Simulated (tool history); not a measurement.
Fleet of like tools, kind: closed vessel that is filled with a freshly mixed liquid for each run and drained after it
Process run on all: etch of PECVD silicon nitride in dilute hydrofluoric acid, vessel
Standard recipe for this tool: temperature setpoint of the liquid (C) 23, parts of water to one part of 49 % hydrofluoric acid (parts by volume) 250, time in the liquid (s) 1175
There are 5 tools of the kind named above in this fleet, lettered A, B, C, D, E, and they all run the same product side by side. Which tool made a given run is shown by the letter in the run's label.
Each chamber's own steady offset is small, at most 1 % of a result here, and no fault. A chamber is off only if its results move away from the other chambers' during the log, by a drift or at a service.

run	hour	temperature setpoint of the liquid (C)	parts of water to one part of 49 % hydrofluoric acid (parts by volume)	time in the liquid (s)	hours since the thermometer was replaced	hours since the hydrofluoric acid flow meter was replaced	read-back film thickness of the PECVD silicon nitride reference wafer, read on the same gauge (nm)	thickness taken off the PECVD silicon nitride on a monitor wafer (angstrom)
1B	6.3	23	250	1175	845.6	2570.4	30.011	184.22
2C	15.8	23	250	1175	617.7	1094	29.951	185.63
3A	25.1	23	250	1175	1615.9	1678.1	30.021	185.42
4E	31.8	23	250	1175	53	598.2	29.984	186.18
5D	41.8	23	250	1175	2093.4	692.8	29.981	189.28
6E	48	18	160	1175	69.2	614.4	29.991	208.07
7B	58.3	18	160	1175	897.6	2622.4	29.995	204.6
8D	64.6	18	160	1175	2116.2	715.6	30.021	203.83
9A	75.1	18	160	1175	1665.9	1728.1	30.011	206.06
10C	79.9	18	160	1175	681.8	1158.1	30.002	204.8
11E	89.9	23	250	1175	111.1	656.3	29.989	188.16
12B	97.6	23	250	1175	936.9	2661.7	30.008	183.64
13D	108.4	23	250	1175	2160	759.4	30.038	184.33
14A	113.9	23	250	810	1704.7	1766.9	29.988	126.28
15C	120.2	23	250	810	722.1	1198.4	29.983	127.99
# hour 128.5: chamber B: hydrofluoric acid flow meter replaced
16E	129.1	23	250	810	150.3	695.5	29.96	129.61
17C	139.8	23	250	810	741.7	1218	29.954	129.69
18A	146.7	23	250	810	1737.5	1799.7	29.996	127.11
19B	155.7	23	155	1175	995	27.2	30.022	296.5
20D	161.4	23	155	1175	2213	812.4	30.054	297.36
21E	167.4	23	155	1175	188.6	733.8	30.013	295.08
22A	176	23	155	1175	1766.8	1829	29.957	298.27
23C	186.2	23	155	1175	788.1	1264.4	29.999	294.53
24B	194.4	23	250	1175	1033.7	65.9	30.046	186.4
25D	200.4	23	250	1175	2252	851.4	29.982	185.64
26A	210.9	23	250	1175	1801.7	1863.9	30.003	184.35
27B	216.6	23	250	1175	1055.9	88.1	30.012	187.42
28E	226.8	23	250	1175	248	793.2	30.026	177.12
29D	232.8	23	250	1175	2284.4	883.8	30.005	184.57
30C	243.4	27	325	1175	845.3	1321.6	29.976	182.8
31A	248.7	27	325	1175	1839.5	1901.7	29.989	182.51
32C	256.1	27	325	1175	858	1334.3	30.002	184.47
33D	265.6	27	325	1175	2317.2	916.6	30.005	180.14
34E	274	27	325	1175	295.2	840.4	29.987	172
35B	278.7	23	250	1175	1118	150.2	30.008	184.56
36A	285.4	23	250	1175	1876.2	1938.4	30.006	183.61
37B	292.7	23	250	1175	1132	164.2	30.023	185.01
38D	299.4	23	250	1175	2351	950.4	30.014	185.83
39C	307.7	23	250	1175	909.6	1385.9	29.995	184.59
40E	316.1	23	250	1175	337.3	882.5	29.991	172.18
41B	324.9	23	250	1175	1164.2	196.4	30.004	185.68

Has any chamber moved away from the others, gradually or after a service, or does the common gauge drift, or do the chambers differ only by their own small steady offsets? State the chamber and the most likely cause if one applies.

Chamber E drifts away from the others.
Likeliest cause: hydrofluoric acid flow below the setpoint (%) = 8.98.
The log may not tell that from: liquid colder than its thermometer reads (K).

Below are 4 candidate recipes for chamber E's next run, each the usual settings with a change, their results shown as question marks. Which of them brings E's results back in line with what the other chambers give on the usual settings?
In line means no further than this from the other chambers' mean on the usual settings: thickness taken off the PECVD silicon nitride on a monitor wafer (angstrom) 5.9
42E-1	332.7	23.5	235	1175				?
42E-2	332.7	23	260	1120				?
42E-3	332.7	23	250	1210				?
42E-4	332.7	23	255	1155				?

What the other chambers average on the usual settings: thickness taken off the PECVD silicon nitride on a monitor wafer (angstrom) 185.53
run	thickness taken off the PECVD silicon nitride on a monitor wafer (angstrom)
42E-1	185.55
42E-2	155.12
42E-3	174.16
42E-4	163.05
42E-1 is the one that brings the chamber's results back in line with the other chambers.

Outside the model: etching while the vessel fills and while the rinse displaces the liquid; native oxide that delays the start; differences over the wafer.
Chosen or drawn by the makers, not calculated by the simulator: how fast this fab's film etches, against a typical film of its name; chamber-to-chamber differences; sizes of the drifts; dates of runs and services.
